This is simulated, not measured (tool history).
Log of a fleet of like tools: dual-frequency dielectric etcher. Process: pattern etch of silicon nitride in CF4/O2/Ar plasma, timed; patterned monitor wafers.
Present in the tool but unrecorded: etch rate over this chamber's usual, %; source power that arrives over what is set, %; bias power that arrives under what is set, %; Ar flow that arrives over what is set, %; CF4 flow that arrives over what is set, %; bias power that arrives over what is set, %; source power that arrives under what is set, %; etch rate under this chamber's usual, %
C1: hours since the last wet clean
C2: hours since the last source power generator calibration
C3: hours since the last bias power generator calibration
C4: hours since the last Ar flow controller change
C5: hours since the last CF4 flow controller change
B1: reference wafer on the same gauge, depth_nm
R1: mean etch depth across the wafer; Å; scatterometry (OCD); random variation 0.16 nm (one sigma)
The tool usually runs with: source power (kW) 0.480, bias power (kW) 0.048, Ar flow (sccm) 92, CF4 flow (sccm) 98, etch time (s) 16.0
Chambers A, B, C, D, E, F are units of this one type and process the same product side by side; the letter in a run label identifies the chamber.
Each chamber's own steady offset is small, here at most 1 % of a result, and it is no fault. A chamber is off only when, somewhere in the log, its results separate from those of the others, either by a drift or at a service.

run 1E hour=7.0 | source_power_(kW)=0.480 bias_power_(kW)=0.048 Ar_flow_(sccm)=92 CF4_flow_(sccm)=98 etch_time_(s)=16.0 | C1=427.3 C2=2162.8 C3=302.0 C4=1262.9 C5=1350.1 | B1=26.213 | R1=294.16
run 2C hour=14.8 | source_power_(kW)=0.480 bias_power_(kW)=0.048 Ar_flow_(sccm)=92 CF4_flow_(sccm)=98 etch_time_(s)=16.0 | C1=160.8 C2=1276.7 C3=1992.4 C4=4097.5 C5=3689.9 | B1=26.220 | R1=292.30
run 3B hour=23.1 | source_power_(kW)=0.480 bias_power_(kW)=0.048 Ar_flow_(sccm)=92 CF4_flow_(sccm)=98 etch_time_(s)=16.0 | C1=118.3 C2=3852.3 C3=2047.8 C4=4322.3 C5=1762.2 | B1=26.153 | R1=291.34
run 4A hour=29.4 | source_power_(kW)=0.480 bias_power_(kW)=0.048 Ar_flow_(sccm)=92 CF4_flow_(sccm)=98 etch_time_(s)=16.0 | C1=235.8 C2=2344.8 C3=574.4 C4=925.4 C5=4261.1 | B1=26.157 | R1=291.67
run 5F hour=35.2 | source_power_(kW)=0.480 bias_power_(kW)=0.048 Ar_flow_(sccm)=92 CF4_flow_(sccm)=98 etch_time_(s)=16.0 | C1=563.4 C2=2295.3 C3=2070.3 C4=921.2 C5=3270.9 | B1=26.181 | R1=291.40
run 6D hour=42.9 | source_power_(kW)=0.480 bias_power_(kW)=0.048 Ar_flow_(sccm)=92 CF4_flow_(sccm)=98 etch_time_(s)=16.0 | C1=391.0 C2=3034.6 C3=1375.2 C4=3187.8 C5=544.8 | B1=26.225 | R1=291.50
run 7B hour=52.5 | source_power_(kW)=0.480 bias_power_(kW)=0.048 Ar_flow_(sccm)=92 CF4_flow_(sccm)=98 etch_time_(s)=16.0 | C1=147.7 C2=3881.7 C3=2077.2 C4=4351.7 C5=1791.6 | B1=26.175 | R1=290.98
run 8F hour=60.7 | source_power_(kW)=0.480 bias_power_(kW)=0.048 Ar_flow_(sccm)=92 CF4_flow_(sccm)=98 etch_time_(s)=16.0 | C1=588.9 C2=2320.8 C3=2095.8 C4=946.7 C5=3296.4 | B1=26.165 | R1=292.09
run 9C hour=65.7 | source_power_(kW)=0.480 bias_power_(kW)=0.048 Ar_flow_(sccm)=92 CF4_flow_(sccm)=98 etch_time_(s)=16.0 | C1=211.7 C2=1327.6 C3=2043.3 C4=4148.4 C5=3740.8 | B1=26.233 | R1=289.27
-- hour=68.8 chamber F: wet clean of the chamber
run 10E hour=74.4 | source_power_(kW)=0.480 bias_power_(kW)=0.048 Ar_flow_(sccm)=92 CF4_flow_(sccm)=98 etch_time_(s)=16.0 | C1=494.7 C2=2230.2 C3=369.4 C4=1330.3 C5=1417.5 | B1=26.170 | R1=293.29
run 11D hour=81.0 | source_power_(kW)=0.480 bias_power_(kW)=0.048 Ar_flow_(sccm)=92 CF4_flow_(sccm)=98 etch_time_(s)=16.0 | C1=429.1 C2=3072.7 C3=1413.3 C4=3225.9 C5=582.9 | B1=26.191 | R1=291.35
run 12A hour=85.7 | source_power_(kW)=0.480 bias_power_(kW)=0.048 Ar_flow_(sccm)=92 CF4_flow_(sccm)=98 etch_time_(s)=16.0 | C1=292.1 C2=2401.1 C3=630.7 C4=981.7 C5=4317.4 | B1=26.227 | R1=291.33
run 13C hour=96.2 | source_power_(kW)=0.480 bias_power_(kW)=0.048 Ar_flow_(sccm)=92 CF4_flow_(sccm)=98 etch_time_(s)=16.0 | C1=242.2 C2=1358.1 C3=2073.8 C4=4178.9 C5=3771.3 | B1=26.204 | R1=285.75
-- hour=96.3 chamber E: wet clean of the chamber
run 14E hour=103.6 | source_power_(kW)=0.480 bias_power_(kW)=0.048 Ar_flow_(sccm)=92 CF4_flow_(sccm)=98 etch_time_(s)=16.0 | C1=7.4 C2=2259.4 C3=398.6 C4=1359.5 C5=1446.7 | B1=26.196 | R1=293.31
run 15B hour=113.7 | source_power_(kW)=0.480 bias_power_(kW)=0.048 Ar_flow_(sccm)=92 CF4_flow_(sccm)=98 etch_time_(s)=16.0 | C1=208.9 C2=3942.9 C3=2138.4 C4=4412.9 C5=1852.8 | B1=26.225 | R1=291.89
run 16A hour=123.1 | source_power_(kW)=0.480 bias_power_(kW)=0.048 Ar_flow_(sccm)=92 CF4_flow_(sccm)=98 etch_time_(s)=16.0 | C1=329.5 C2=2438.5 C3=668.1 C4=1019.1 C5=4354.8 | B1=26.179 | R1=293.35
run 17F hour=128.8 | source_power_(kW)=0.480 bias_power_(kW)=0.048 Ar_flow_(sccm)=92 CF4_flow_(sccm)=98 etch_time_(s)=16.0 | C1=60.0 C2=2388.9 C3=2163.9 C4=1014.8 C5=3364.5 | B1=26.222 | R1=290.38
run 18D hour=134.2 | source_power_(kW)=0.480 bias_power_(kW)=0.048 Ar_flow_(sccm)=92 CF4_flow_(sccm)=98 etch_time_(s)=16.0 | C1=482.3 C2=3125.9 C3=1466.5 C4=3279.1 C5=636.1 | B1=26.225 | R1=292.38
run 19F hour=143.0 | source_power_(kW)=0.480 bias_power_(kW)=0.048 Ar_flow_(sccm)=92 CF4_flow_(sccm)=98 etch_time_(s)=16.0 | C1=74.2 C2=2403.1 C3=2178.1 C4=1029.0 C5=3378.7 | B1=26.189 | R1=292.57
run 20E hour=152.7 | source_power_(kW)=0.480 bias_power_(kW)=0.048 Ar_flow_(sccm)=92 CF4_flow_(sccm)=98 etch_time_(s)=16.0 | C1=56.5 C2=2308.5 C3=447.7 C4=1408.6 C5=1495.8 | B1=26.219 | R1=297.01
run 21A hour=161.1 | source_power_(kW)=0.480 bias_power_(kW)=0.048 Ar_flow_(sccm)=92 CF4_flow_(sccm)=98 etch_time_(s)=16.0 | C1=367.5 C2=2476.5 C3=706.1 C4=1057.1 C5=4392.8 | B1=26.211 | R1=291.27
run 22B hour=170.9 | source_power_(kW)=0.480 bias_power_(kW)=0.048 Ar_flow_(sccm)=92 CF4_flow_(sccm)=98 etch_time_(s)=16.0 | C1=266.1 C2=4000.1 C3=2195.6 C4=4470.1 C5=1910.0 | B1=26.226 | R1=292.44
run 23C hour=176.1 | source_power_(kW)=0.480 bias_power_(kW)=0.048 Ar_flow_(sccm)=92 CF4_flow_(sccm)=98 etch_time_(s)=16.0 | C1=322.1 C2=1438.0 C3=2153.7 C4=4258.8 C5=3851.2 | B1=26.221 | R1=288.27
run 24D hour=181.5 | source_power_(kW)=0.480 bias_power_(kW)=0.048 Ar_flow_(sccm)=92 CF4_flow_(sccm)=98 etch_time_(s)=16.0 | C1=529.6 C2=3173.2 C3=1513.8 C4=3326.4 C5=683.4 | B1=26.210 | R1=292.82
run 25D hour=188.1 | source_power_(kW)=0.480 bias_power_(kW)=0.048 Ar_flow_(sccm)=92 CF4_flow_(sccm)=98 etch_time_(s)=16.0 | C1=536.2 C2=3179.8 C3=1520.4 C4=3333.0 C5=690.0 | B1=26.243 | R1=290.74
-- hour=190.3 chamber A: wet clean of the chamber
-- hour=194.8 chamber D: wet clean of the chamber
run 26E hour=195.2 | source_power_(kW)=0.480 bias_power_(kW)=0.048 Ar_flow_(sccm)=92 CF4_flow_(sccm)=98 etch_time_(s)=16.0 | C1=99.0 C2=2351.0 C3=490.2 C4=1451.1 C5=1538.3 | B1=26.218 | R1=289.91
run 27F hour=200.7 | source_power_(kW)=0.480 bias_power_(kW)=0.048 Ar_flow_(sccm)=92 CF4_flow_(sccm)=98 etch_time_(s)=16.0 | C1=131.9 C2=2460.8 C3=2235.8 C4=1086.7 C5=3436.4 | B1=26.166 | R1=291.72
run 28C hour=210.7 | source_power_(kW)=0.480 bias_power_(kW)=0.048 Ar_flow_(sccm)=92 CF4_flow_(sccm)=98 etch_time_(s)=16.0 | C1=356.7 C2=1472.6 C3=2188.3 C4=4293.4 C5=3885.8 | B1=26.208 | R1=289.69
run 29A hour=218.6 | source_power_(kW)=0.480 bias_power_(kW)=0.048 Ar_flow_(sccm)=92 CF4_flow_(sccm)=98 etch_time_(s)=16.0 | C1=28.3 C2=2534.0 C3=763.6 C4=1114.6 C5=4450.3 | B1=26.202 | R1=291.22
run 30B hour=226.5 | source_power_(kW)=0.480 bias_power_(kW)=0.048 Ar_flow_(sccm)=92 CF4_flow_(sccm)=98 etch_time_(s)=16.0 | C1=321.7 C2=4055.7 C3=2251.2 C4=4525.7 C5=1965.6 | B1=26.210 | R1=292.44
run 31A hour=236.7 | source_power_(kW)=0.480 bias_power_(kW)=0.048 Ar_flow_(sccm)=92 CF4_flow_(sccm)=98 etch_time_(s)=16.0 | C1=46.4 C2=2552.1 C3=781.7 C4=1132.7 C5=4468.4 | B1=26.209 | R1=294.12
run 32B hour=244.5 | source_power_(kW)=0.480 bias_power_(kW)=0.048 Ar_flow_(sccm)=92 CF4_flow_(sccm)=82 etch_time_(s)=13.5 | C1=339.7 C2=4073.7 C3=2269.2 C4=4543.7 C5=1983.6 | B1=26.193 | R1=240.93
run 33D hour=249.0 | source_power_(kW)=0.480 bias_power_(kW)=0.048 Ar_flow_(sccm)=92 CF4_flow_(sccm)=82 etch_time_(s)=13.5 | C1=54.2 C2=3240.7 C3=1581.3 C4=3393.9 C5=750.9 | B1=26.209 | R1=240.63
-- hour=253.8 chamber C: wet clean of the chamber
run 34F hour=258.2 | source_power_(kW)=0.480 bias_power_(kW)=0.048 Ar_flow_(sccm)=92 CF4_flow_(sccm)=82 etch_time_(s)=13.5 | C1=189.4 C2=2518.3 C3=2293.3 C4=1144.2 C5=3493.9 | B1=26.170 | R1=243.60
run 35E hour=265.2 | source_power_(kW)=0.480 bias_power_(kW)=0.048 Ar_flow_(sccm)=92 CF4_flow_(sccm)=82 etch_time_(s)=13.5 | C1=169.0 C2=2421.0 C3=560.2 C4=1521.1 C5=1608.3 | B1=26.201 | R1=241.89
run 36C hour=269.9 | source_power_(kW)=0.480 bias_power_(kW)=0.048 Ar_flow_(sccm)=92 CF4_flow_(sccm)=82 etch_time_(s)=13.5 | C1=16.2 C2=1531.8 C3=2247.5 C4=4352.6 C5=3945.0 | B1=26.183 | R1=239.02
run 37D hour=280.2 | source_power_(kW)=0.480 bias_power_(kW)=0.048 Ar_flow_(sccm)=92 CF4_flow_(sccm)=82 etch_time_(s)=13.5 | C1=85.4 C2=3271.9 C3=1612.5 C4=3425.1 C5=782.1 | B1=26.210 | R1=244.22
run 38C hour=289.8 | source_power_(kW)=0.480 bias_power_(kW)=0.048 Ar_flow_(sccm)=92 CF4_flow_(sccm)=98 etch_time_(s)=16.0 | C1=36.1 C2=1551.7 C3=2267.4 C4=4372.5 C5=3964.9 | B1=26.167 | R1=292.77

Each of the 6 chambers runs these same settings next. Fill in every chamber's results:
run 39A hour=297.3 | source_power_(kW)=0.480 bias_power_(kW)=0.048 Ar_flow_(sccm)=92 CF4_flow_(sccm)=98 etch_time_(s)=16.0 | R1=?
run 39B hour=297.3 | source_power_(kW)=0.480 bias_power_(kW)=0.048 Ar_flow_(sccm)=92 CF4_flow_(sccm)=98 etch_time_(s)=16.0 | R1=?
run 39C hour=297.3 | source_power_(kW)=0.480 bias_power_(kW)=0.048 Ar_flow_(sccm)=92 CF4_flow_(sccm)=98 etch_time_(s)=16.0 | R1=?
run 39D hour=297.3 | source_power_(kW)=0.480 bias_power_(kW)=0.048 Ar_flow_(sccm)=92 CF4_flow_(sccm)=98 etch_time_(s)=16.0 | R1=?
run 39E hour=297.3 | source_power_(kW)=0.480 bias_power_(kW)=0.048 Ar_flow_(sccm)=92 CF4_flow_(sccm)=98 etch_time_(s)=16.0 | R1=?
run 39F hour=297.3 | source_power_(kW)=0.480 bias_power_(kW)=0.048 Ar_flow_(sccm)=92 CF4_flow_(sccm)=98 etch_time_(s)=16.0 | R1=?

run=39A R1=291.33
run=39B R1=293.63
run=39C R1=289.09
run=39D R1=293.35
run=39E R1=295.49
run=39F R1=291.02

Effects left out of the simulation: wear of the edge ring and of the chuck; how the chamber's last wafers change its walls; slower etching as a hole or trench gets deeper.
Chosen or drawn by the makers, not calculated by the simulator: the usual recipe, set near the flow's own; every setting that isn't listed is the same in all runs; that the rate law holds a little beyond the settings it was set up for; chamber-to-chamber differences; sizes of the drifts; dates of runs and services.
